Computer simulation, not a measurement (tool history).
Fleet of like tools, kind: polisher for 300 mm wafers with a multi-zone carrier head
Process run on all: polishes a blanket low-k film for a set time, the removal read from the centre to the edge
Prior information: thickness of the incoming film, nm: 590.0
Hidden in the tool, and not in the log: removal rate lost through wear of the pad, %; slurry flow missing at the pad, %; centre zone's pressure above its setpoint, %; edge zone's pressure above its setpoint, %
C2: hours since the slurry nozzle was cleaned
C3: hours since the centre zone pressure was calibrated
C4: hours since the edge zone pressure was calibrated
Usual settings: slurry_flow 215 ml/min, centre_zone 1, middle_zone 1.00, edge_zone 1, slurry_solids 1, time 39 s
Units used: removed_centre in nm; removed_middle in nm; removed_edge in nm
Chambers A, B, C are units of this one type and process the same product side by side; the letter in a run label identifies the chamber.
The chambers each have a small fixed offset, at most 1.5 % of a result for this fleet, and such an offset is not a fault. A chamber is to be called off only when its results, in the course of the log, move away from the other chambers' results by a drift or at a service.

{"run": "1B", "day": 0.288, "slurry_flow": 215, "centre_zone": 1, "middle_zone": 1.0, "edge_zone": 1, "slurry_solids": 1, "time": 39, "wafers polished on this pad": 536, "C2": 547.3, "C3": 701.7, "C4": 989.3, "removed_centre": 9.9384, "removed_middle": 9.7244, "removed_edge": 9.9896}
{"run": "2A", "day": 0.65, "slurry_flow": 215, "centre_zone": 1, "middle_zone": 1.0, "edge_zone": 1, "slurry_solids": 1, "time": 39, "wafers polished on this pad": 321, "C2": 166.5, "C3": 551.9, "C4": 214.5, "removed_centre": 10.088, "removed_middle": 10.038, "removed_edge": 9.7903}
{"run": "3C", "day": 1.008, "slurry_flow": 215, "centre_zone": 1, "middle_zone": 1.0, "edge_zone": 1, "slurry_solids": 1, "time": 39, "wafers polished on this pad": 938, "C2": 180.6, "C3": 81.9, "C4": 25.4, "removed_centre": 9.9128, "removed_middle": 10.091, "removed_edge": 9.7801}
{"day": 1.217, "done": "chamber B: worn pad replaced by a new one"}
{"run": "4B", "day": 1.346, "slurry_flow": 215, "centre_zone": 1, "middle_zone": 1.0, "edge_zone": 1, "slurry_solids": 1, "time": 39, "wafers polished on this pad": 42, "C2": 572.7, "C3": 727.1, "C4": 1014.7, "removed_centre": 9.9385, "removed_middle": 9.8549, "removed_edge": 9.8853}
{"day": 1.542, "done": "chamber C: worn pad replaced by a new one"}
{"run": "5A", "day": 1.738, "slurry_flow": 215, "centre_zone": 1, "middle_zone": 1.04, "edge_zone": 1, "slurry_solids": 1, "time": 50, "wafers polished on this pad": 672, "C2": 192.6, "C3": 578.0, "C4": 240.6, "removed_centre": 12.762, "removed_middle": 13.058, "removed_edge": 12.727}
{"day": 1.912, "done": "chamber A: worn pad replaced by a new one"}
{"run": "6C", "day": 1.992, "slurry_flow": 215, "centre_zone": 1, "middle_zone": 1.04, "edge_zone": 1, "slurry_solids": 1, "time": 50, "wafers polished on this pad": 145, "C2": 204.2, "C3": 105.5, "C4": 49.0, "removed_centre": 12.717, "removed_middle": 13.222, "removed_edge": 12.631}
{"run": "7A", "day": 2.433, "slurry_flow": 215, "centre_zone": 1, "middle_zone": 1.04, "edge_zone": 1, "slurry_solids": 1, "time": 50, "wafers polished on this pad": 169, "C2": 209.3, "C3": 594.7, "C4": 257.3, "removed_centre": 12.789, "removed_middle": 12.961, "removed_edge": 12.618}
{"run": "8C", "day": 2.842, "slurry_flow": 215, "centre_zone": 1, "middle_zone": 1.0, "edge_zone": 1, "slurry_solids": 1, "time": 39, "wafers polished on this pad": 420, "C2": 224.6, "C3": 125.9, "C4": 69.4, "removed_centre": 9.893, "removed_middle": 9.9406, "removed_edge": 9.8933}
{"run": "9B", "day": 3.212, "slurry_flow": 215, "centre_zone": 1, "middle_zone": 1.0, "edge_zone": 1, "slurry_solids": 1, "time": 39, "wafers polished on this pad": 644, "C2": 617.5, "C3": 771.9, "C4": 1059.5, "removed_centre": 10.089, "removed_middle": 9.6188, "removed_edge": 9.8955}
{"run": "10C", "day": 3.542, "slurry_flow": 215, "centre_zone": 1, "middle_zone": 1.0, "edge_zone": 1, "slurry_solids": 1, "time": 39, "wafers polished on this pad": 646, "C2": 241.4, "C3": 142.7, "C4": 86.2, "removed_centre": 9.9633, "removed_middle": 10.341, "removed_edge": 9.8032}
{"run": "11A", "day": 3.942, "slurry_flow": 215, "centre_zone": 1, "middle_zone": 1.0, "edge_zone": 1, "slurry_solids": 1, "time": 39, "wafers polished on this pad": 656, "C2": 245.5, "C3": 630.9, "C4": 293.5, "removed_centre": 10.208, "removed_middle": 10.027, "removed_edge": 9.886}
{"day": 4.196, "done": "chamber B: worn pad replaced by a new one"}
{"day": 4.246, "done": "chamber B: edge zone pressure recalibrated"}
{"run": "12B", "day": 4.321, "slurry_flow": 215, "centre_zone": 1, "middle_zone": 1.0, "edge_zone": 1, "slurry_solids": 1, "time": 39, "wafers polished on this pad": 41, "C2": 644.1, "C3": 798.5, "C4": 1.9, "removed_centre": 9.7883, "removed_middle": 9.7941, "removed_edge": 9.9265}
{"run": "13B", "day": 4.542, "slurry_flow": 215, "centre_zone": 1, "middle_zone": 1.0, "edge_zone": 1, "slurry_solids": 1, "time": 39, "wafers polished on this pad": 112, "C2": 649.4, "C3": 803.8, "C4": 7.2, "removed_centre": 10.033, "removed_middle": 9.9139, "removed_edge": 9.808}
{"day": 4.583, "done": "chamber A: worn pad replaced by a new one"}
{"day": 4.638, "done": "chamber C: worn pad replaced by a new one"}
{"run": "14A", "day": 4.908, "slurry_flow": 215, "centre_zone": 1, "middle_zone": 1.0, "edge_zone": 1, "slurry_solids": 1, "time": 39, "wafers polished on this pad": 105, "C2": 268.7, "C3": 654.1, "C4": 316.7, "removed_centre": 9.9907, "removed_middle": 9.7948, "removed_edge": 10.068}
{"run": "15C", "day": 5.217, "slurry_flow": 215, "centre_zone": 1, "middle_zone": 1.0, "edge_zone": 1, "slurry_solids": 1, "time": 39, "wafers polished on this pad": 187, "C2": 281.6, "C3": 182.9, "C4": 126.4, "removed_centre": 9.7639, "removed_middle": 9.9645, "removed_edge": 9.7617}
{"run": "16B", "day": 5.517, "slurry_flow": 215, "centre_zone": 1, "middle_zone": 1.0, "edge_zone": 1, "slurry_solids": 1, "time": 39, "wafers polished on this pad": 427, "C2": 672.8, "C3": 827.2, "C4": 30.6, "removed_centre": 9.8708, "removed_middle": 9.775, "removed_edge": 9.7152}
{"run": "17A", "day": 5.796, "slurry_flow": 215, "centre_zone": 1, "middle_zone": 1.0, "edge_zone": 1, "slurry_solids": 1, "time": 39, "wafers polished on this pad": 391, "C2": 290.0, "C3": 675.4, "C4": 338.0, "removed_centre": 10.03, "removed_middle": 9.9024, "removed_edge": 9.8621}
{"run": "18C", "day": 6.229, "slurry_flow": 215, "centre_zone": 1, "middle_zone": 1.0, "edge_zone": 1, "slurry_solids": 1, "time": 39, "wafers polished on this pad": 513, "C2": 305.9, "C3": 207.2, "C4": 150.7, "removed_centre": 9.8592, "removed_middle": 10.129, "removed_edge": 9.7971}
{"run": "19B", "day": 6.467, "slurry_flow": 215, "centre_zone": 1, "middle_zone": 1.0, "edge_zone": 1, "slurry_solids": 1, "time": 39, "wafers polished on this pad": 734, "C2": 695.6, "C3": 850.0, "C4": 53.4, "removed_centre": 10.037, "removed_middle": 9.8762, "removed_edge": 10.034}
{"day": 6.625, "done": "chamber B: worn pad replaced by a new one"}
{"day": 6.742, "done": "chamber B: centre zone pressure recalibrated"}
{"run": "20C", "day": 6.879, "slurry_flow": 215, "centre_zone": 1, "middle_zone": 1.0, "edge_zone": 1, "slurry_solids": 1, "time": 39, "wafers polished on this pad": 723, "C2": 321.5, "C3": 222.8, "C4": 166.3, "removed_centre": 9.7919, "removed_middle": 9.9332, "removed_edge": 9.8549}
{"run": "21A", "day": 7.171, "slurry_flow": 215, "centre_zone": 1, "middle_zone": 1.0, "edge_zone": 1, "slurry_solids": 1, "time": 39, "wafers polished on this pad": 835, "C2": 323.0, "C3": 708.4, "C4": 371.0, "removed_centre": 10.141, "removed_middle": 10.164, "removed_edge": 9.8282}
{"run": "22A", "day": 7.512, "slurry_flow": 215, "centre_zone": 1, "middle_zone": 1.0, "edge_zone": 1, "slurry_solids": 1, "time": 39, "wafers polished on this pad": 945, "C2": 331.2, "C3": 716.6, "C4": 379.2, "removed_centre": 9.9241, "removed_middle": 9.8308, "removed_edge": 9.7782}
{"day": 7.588, "done": "chamber A: worn pad replaced by a new one"}
{"run": "23C", "day": 7.725, "slurry_flow": 215, "centre_zone": 1, "middle_zone": 1.0, "edge_zone": 1, "slurry_solids": 1, "time": 39, "wafers polished on this pad": 996, "C2": 341.8, "C3": 243.1, "C4": 186.6, "removed_centre": 9.6976, "removed_middle": 9.8818, "removed_edge": 9.7646}
{"day": 7.771, "done": "chamber C: worn pad replaced by a new one"}
{"run": "24B", "day": 8.058, "slurry_flow": 215, "centre_zone": 1, "middle_zone": 1.0, "edge_zone": 1, "slurry_solids": 1, "time": 39, "wafers polished on this pad": 463, "C2": 733.8, "C3": 31.6, "C4": 91.6, "removed_centre": 9.9073, "removed_middle": 9.8577, "removed_edge": 9.8619}
{"run": "25C", "day": 8.358, "slurry_flow": 215, "centre_zone": 1, "middle_zone": 1.0, "edge_zone": 1, "slurry_solids": 1, "time": 39, "wafers polished on this pad": 190, "C2": 357.0, "C3": 258.3, "C4": 201.8, "removed_centre": 9.6726, "removed_middle": 9.8082, "removed_edge": 9.8323}
{"run": "26A", "day": 8.612, "slurry_flow": 215, "centre_zone": 1, "middle_zone": 1.0, "edge_zone": 1, "slurry_solids": 1, "time": 39, "wafers polished on this pad": 331, "C2": 357.6, "C3": 743.0, "C4": 405.6, "removed_centre": 9.9142, "removed_middle": 10.14, "removed_edge": 9.7603}
{"run": "27B", "day": 8.867, "slurry_flow": 215, "centre_zone": 1, "middle_zone": 1.0, "edge_zone": 1, "slurry_solids": 1, "time": 39, "wafers polished on this pad": 724, "C2": 753.2, "C3": 51.0, "C4": 111.0, "removed_centre": 9.8771, "removed_middle": 9.7424, "removed_edge": 9.9189}
{"run": "28C", "day": 9.075, "slurry_flow": 215, "centre_zone": 1, "middle_zone": 1.0, "edge_zone": 1, "slurry_solids": 1, "time": 39, "wafers polished on this pad": 422, "C2": 374.2, "C3": 275.5, "C4": 219.0, "removed_centre": 9.5731, "removed_middle": 9.8439, "removed_edge": 9.6492}
{"day": 9.142, "done": "chamber B: worn pad replaced by a new one"}
{"run": "29B", "day": 9.288, "slurry_flow": 215, "centre_zone": 1, "middle_zone": 1.0, "edge_zone": 1, "slurry_solids": 1, "time": 39, "wafers polished on this pad": 47, "C2": 763.3, "C3": 61.1, "C4": 121.1, "removed_centre": 10.009, "removed_middle": 9.7094, "removed_edge": 9.9819}
{"run": "30A", "day": 9.625, "slurry_flow": 215, "centre_zone": 1, "middle_zone": 1.0, "edge_zone": 1, "slurry_solids": 1, "time": 39, "wafers polished on this pad": 658, "C2": 381.9, "C3": 767.3, "C4": 429.9, "removed_centre": 9.9003, "removed_middle": 10.041, "removed_edge": 10.068}
{"run": "31C", "day": 10.058, "slurry_flow": 215, "centre_zone": 1, "middle_zone": 1.0, "edge_zone": 1, "slurry_solids": 1, "time": 39, "wafers polished on this pad": 739, "C2": 397.8, "C3": 299.1, "C4": 242.6, "removed_centre": 9.536, "removed_middle": 9.6289, "removed_edge": 9.5596}
{"day": 10.138, "done": "chamber A: worn pad replaced by a new one"}
{"run": "32B", "day": 10.504, "slurry_flow": 215, "centre_zone": 1, "middle_zone": 1.0, "edge_zone": 1, "slurry_solids": 1, "time": 39, "wafers polished on this pad": 439, "C2": 792.5, "C3": 90.3, "C4": 150.3, "removed_centre": 9.85, "removed_middle": 9.7777, "removed_edge": 9.9656}
{"run": "33A", "day": 10.812, "slurry_flow": 215, "centre_zone": 1, "middle_zone": 1.0, "edge_zone": 1, "slurry_solids": 1, "time": 39, "wafers polished on this pad": 218, "C2": 410.4, "C3": 795.8, "C4": 458.4, "removed_centre": 10.101, "removed_middle": 10.114, "removed_edge": 10.104}
{"day": 10.967, "done": "chamber C: worn pad replaced by a new one"}
{"run": "34C", "day": 11.025, "slurry_flow": 215, "centre_zone": 1, "middle_zone": 1.0, "edge_zone": 1, "slurry_solids": 1, "time": 39, "wafers polished on this pad": 19, "C2": 421.0, "C3": 322.3, "C4": 265.8, "removed_centre": 9.5892, "removed_middle": 9.78, "removed_edge": 9.6884}
{"run": "35A", "day": 11.433, "slurry_flow": 215, "centre_zone": 1, "middle_zone": 1.0, "edge_zone": 1, "slurry_solids": 1, "time": 39, "wafers polished on this pad": 418, "C2": 425.3, "C3": 810.7, "C4": 473.3, "removed_centre": 9.859, "removed_middle": 10.001, "removed_edge": 9.909}
{"day": 11.571, "done": "chamber B: worn pad replaced by a new one"}
{"run": "36B", "day": 11.629, "slurry_flow": 215, "centre_zone": 1, "middle_zone": 1.0, "edge_zone": 1, "slurry_solids": 1, "time": 39, "wafers polished on this pad": 19, "C2": 819.5, "C3": 117.3, "C4": 177.3, "removed_centre": 9.9519, "removed_middle": 9.8839, "removed_edge": 9.8379}
{"run": "37B", "day": 11.862, "slurry_flow": 215, "centre_zone": 1, "middle_zone": 1.0, "edge_zone": 1, "slurry_solids": 1, "time": 39, "wafers polished on this pad": 94, "C2": 825.1, "C3": 122.9, "C4": 182.9, "removed_centre": 9.8107, "removed_middle": 9.7349, "removed_edge": 9.8467}
{"run": "38C", "day": 12.117, "slurry_flow": 215, "centre_zone": 1, "middle_zone": 1.0, "edge_zone": 1, "slurry_solids": 1, "time": 39, "wafers polished on this pad": 371, "C2": 447.2, "C3": 348.5, "C4": 292.0, "removed_centre": 9.3465, "removed_middle": 9.631, "removed_edge": 9.6372}
{"run": "39A", "day": 12.329, "slurry_flow": 215, "centre_zone": 1, "middle_zone": 1.0, "edge_zone": 1, "slurry_solids": 1, "time": 39, "wafers polished on this pad": 707, "C2": 446.8, "C3": 832.2, "C4": 494.8, "removed_centre": 9.9525, "removed_middle": 9.8811, "removed_edge": 10.01}
{"run": "40A", "day": 12.629, "slurry_flow": 215, "centre_zone": 1, "middle_zone": 1.0, "edge_zone": 1, "slurry_solids": 1, "time": 39, "wafers polished on this pad": 804, "C2": 454.0, "C3": 839.4, "C4": 502.0, "removed_centre": 10.006, "removed_middle": 9.9101, "removed_edge": 9.8523}
{"day": 12.854, "done": "chamber C: centre zone pressure recalibrated"}
{"run": "41B", "day": 12.9, "slurry_flow": 215, "centre_zone": 1, "middle_zone": 1.0, "edge_zone": 1, "slurry_solids": 1, "time": 39, "wafers polished on this pad": 429, "C2": 850.0, "C3": 147.8, "C4": 207.8, "removed_centre": 9.9175, "removed_middle": 9.7257, "removed_edge": 10.026}
{"run": "42C", "day": 13.221, "slurry_flow": 215, "centre_zone": 1, "middle_zone": 1.0, "edge_zone": 1, "slurry_solids": 1, "time": 39, "wafers polished on this pad": 727, "C2": 473.7, "C3": 8.9, "C4": 318.5, "removed_centre": 9.42, "removed_middle": 9.85, "removed_edge": 9.476}

All 3 chambers run these settings next. Forecast each chamber's results:
{"run": "43A", "day": 13.542, "slurry_flow": 215, "centre_zone": 1, "middle_zone": 1.0, "edge_zone": 1, "slurry_solids": 1, "time": 39, "removed_centre": "?", "removed_middle": "?", "removed_edge": "?"}
{"run": "43B", "day": 13.542, "slurry_flow": 215, "centre_zone": 1, "middle_zone": 1.0, "edge_zone": 1, "slurry_solids": 1, "time": 39, "removed_centre": "?", "removed_middle": "?", "removed_edge": "?"}
{"run": "43C", "day": 13.542, "slurry_flow": 215, "centre_zone": 1, "middle_zone": 1.0, "edge_zone": 1, "slurry_solids": 1, "time": 39, "removed_centre": "?", "removed_middle": "?", "removed_edge": "?"}

run=43A removed_centre=9.8735 removed_middle=10.0640 removed_edge=9.8720
run=43B removed_centre=9.8145 removed_middle=9.9112 removed_edge=10.1170
run=43C removed_centre=9.3310 removed_middle=9.5508 removed_edge=9.5951

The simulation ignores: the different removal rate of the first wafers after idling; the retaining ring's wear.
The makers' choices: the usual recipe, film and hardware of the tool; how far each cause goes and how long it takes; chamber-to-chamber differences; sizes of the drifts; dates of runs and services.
